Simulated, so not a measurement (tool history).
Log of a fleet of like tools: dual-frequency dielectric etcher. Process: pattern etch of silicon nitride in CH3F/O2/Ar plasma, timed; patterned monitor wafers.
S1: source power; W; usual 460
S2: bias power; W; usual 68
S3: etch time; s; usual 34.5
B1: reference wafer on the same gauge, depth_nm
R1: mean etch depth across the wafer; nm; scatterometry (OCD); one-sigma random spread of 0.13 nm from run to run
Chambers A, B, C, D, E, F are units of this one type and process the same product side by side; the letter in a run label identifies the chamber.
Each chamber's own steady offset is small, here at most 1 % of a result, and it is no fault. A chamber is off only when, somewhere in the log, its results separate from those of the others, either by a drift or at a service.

-- day=0.371 chamber C: bias power generator calibrated
run 1F day=0.450 | S1=460 S2=68 S3=34.5 | B1=29.625 | R1=25.263
-- day=0.829 chamber C: source power generator calibrated
run 2E day=1.062 | S1=460 S2=68 S3=34.5 | B1=29.623 | R1=24.903
run 3A day=1.492 | S1=460 S2=68 S3=34.5 | B1=29.617 | R1=24.764
run 4D day=2.088 | S1=460 S2=68 S3=34.5 | B1=29.586 | R1=24.929
run 5C day=2.729 | S1=460 S2=68 S3=34.5 | B1=29.590 | R1=25.264
run 6B day=3.046 | S1=460 S2=68 S3=34.5 | B1=29.555 | R1=24.891
run 7F day=3.583 | S1=460 S2=68 S3=34.5 | B1=29.596 | R1=25.422
run 8A day=3.908 | S1=460 S2=68 S3=34.5 | B1=29.604 | R1=24.875
run 9D day=4.383 | S1=460 S2=68 S3=34.5 | B1=29.562 | R1=24.719
run 10C day=4.796 | S1=460 S2=68 S3=34.5 | B1=29.621 | R1=25.042
run 11B day=5.242 | S1=460 S2=68 S3=34.5 | B1=29.598 | R1=24.593
run 12E day=5.521 | S1=460 S2=68 S3=34.5 | B1=29.582 | R1=25.055
run 13C day=6.108 | S1=460 S2=68 S3=34.5 | B1=29.594 | R1=24.822
-- day=6.592 chamber F: wet clean of the chamber
run 14E day=6.729 | S1=510 S2=52 S3=34.5 | B1=29.603 | R1=23.803
run 15D day=7.192 | S1=510 S2=52 S3=34.5 | B1=29.598 | R1=23.728
-- day=7.392 chamber B: wet clean of the chamber
run 16F day=7.533 | S1=510 S2=52 S3=34.5 | B1=29.594 | R1=23.842
-- day=7.721 chamber A: wet clean of the chamber
run 17B day=7.883 | S1=510 S2=52 S3=34.5 | B1=29.560 | R1=23.802
run 18A day=8.338 | S1=510 S2=52 S3=34.5 | B1=29.579 | R1=24.396
run 19A day=8.979 | S1=510 S2=52 S3=34.5 | B1=29.642 | R1=24.343
run 20B day=9.450 | S1=460 S2=68 S3=34.5 | B1=29.577 | R1=24.790
run 21F day=10.000 | S1=460 S2=68 S3=34.5 | B1=29.587 | R1=25.083
-- day=10.288 chamber E: wet clean of the chamber
run 22D day=10.575 | S1=460 S2=68 S3=34.5 | B1=29.568 | R1=24.848
run 23E day=10.971 | S1=460 S2=68 S3=34.5 | B1=29.580 | R1=24.761
-- day=11.521 chamber E: source power generator calibrated
run 24C day=11.538 | S1=460 S2=68 S3=34.5 | B1=29.619 | R1=25.104
run 25D day=12.058 | S1=460 S2=68 S3=34.5 | B1=29.613 | R1=24.661
run 26B day=12.396 | S1=460 S2=68 S3=34.5 | B1=29.619 | R1=24.766
run 27F day=12.946 | S1=460 S2=68 S3=34.5 | B1=29.642 | R1=25.209
run 28C day=13.371 | S1=460 S2=68 S3=34.5 | B1=29.622 | R1=25.183
run 29A day=13.671 | S1=460 S2=68 S3=34.5 | B1=29.623 | R1=25.736
run 30E day=14.296 | S1=460 S2=68 S3=34.5 | B1=29.575 | R1=25.073
run 31E day=14.688 | S1=570 S2=57 S3=34.5 | B1=29.585 | R1=25.634
run 32B day=15.021 | S1=570 S2=57 S3=34.5 | B1=29.589 | R1=25.339
run 33A day=15.554 | S1=570 S2=57 S3=34.5 | B1=29.599 | R1=26.242
run 34F day=15.846 | S1=570 S2=57 S3=34.5 | B1=29.580 | R1=26.171
run 35D day=16.138 | S1=570 S2=57 S3=34.5 | B1=29.579 | R1=25.256
run 36C day=16.679 | S1=570 S2=57 S3=34.5 | B1=29.584 | R1=25.816
run 37A day=17.008 | S1=460 S2=68 S3=34.5 | B1=29.611 | R1=25.781
run 38C day=17.412 | S1=460 S2=68 S3=34.5 | B1=29.619 | R1=25.064
run 39B day=17.708 | S1=460 S2=68 S3=34.5 | B1=29.575 | R1=24.488
-- day=17.779 chamber D: wet clean of the chamber
run 40D day=18.292 | S1=460 S2=68 S3=34.5 | B1=29.631 | R1=24.831
run 41E day=18.771 | S1=460 S2=63 S3=24.5 | B1=29.588 | R1=17.212

Is one chamber out of step, is the gauge drifting, or do the chambers differ by no more than their own small offsets? For an off chamber, give its letter and the likeliest cause.

A service left chamber A off against the others.
Cause: etch rate over this chamber's usual, % = 3.31.

Here are 4 candidates for chamber A's next run, each the usual settings with a change, their results left as question marks. Which one brings its results back in line with what the others give on the usual settings?
In line here means within this much of the mean the other chambers give on the usual settings: R1 0.450 nm
run 42A-1 day=19.225 | S1=450 S2=68 S3=33.0 | R1=?
run 42A-2 day=19.225 | S1=430 S2=68 S3=34.5 | R1=?
run 42A-3 day=19.225 | S1=460 S2=68 S3=35.5 | R1=?
run 42A-4 day=19.225 | S1=500 S2=73 S3=34.5 | R1=?

On the usual settings, the other chambers give on average: R1 24.969 nm
run=42A-1 R1=24.238
run=42A-2 R1=24.896
run=42A-3 R1=26.298
run=42A-4 R1=27.026
42A-2 brings the chamber back in line.

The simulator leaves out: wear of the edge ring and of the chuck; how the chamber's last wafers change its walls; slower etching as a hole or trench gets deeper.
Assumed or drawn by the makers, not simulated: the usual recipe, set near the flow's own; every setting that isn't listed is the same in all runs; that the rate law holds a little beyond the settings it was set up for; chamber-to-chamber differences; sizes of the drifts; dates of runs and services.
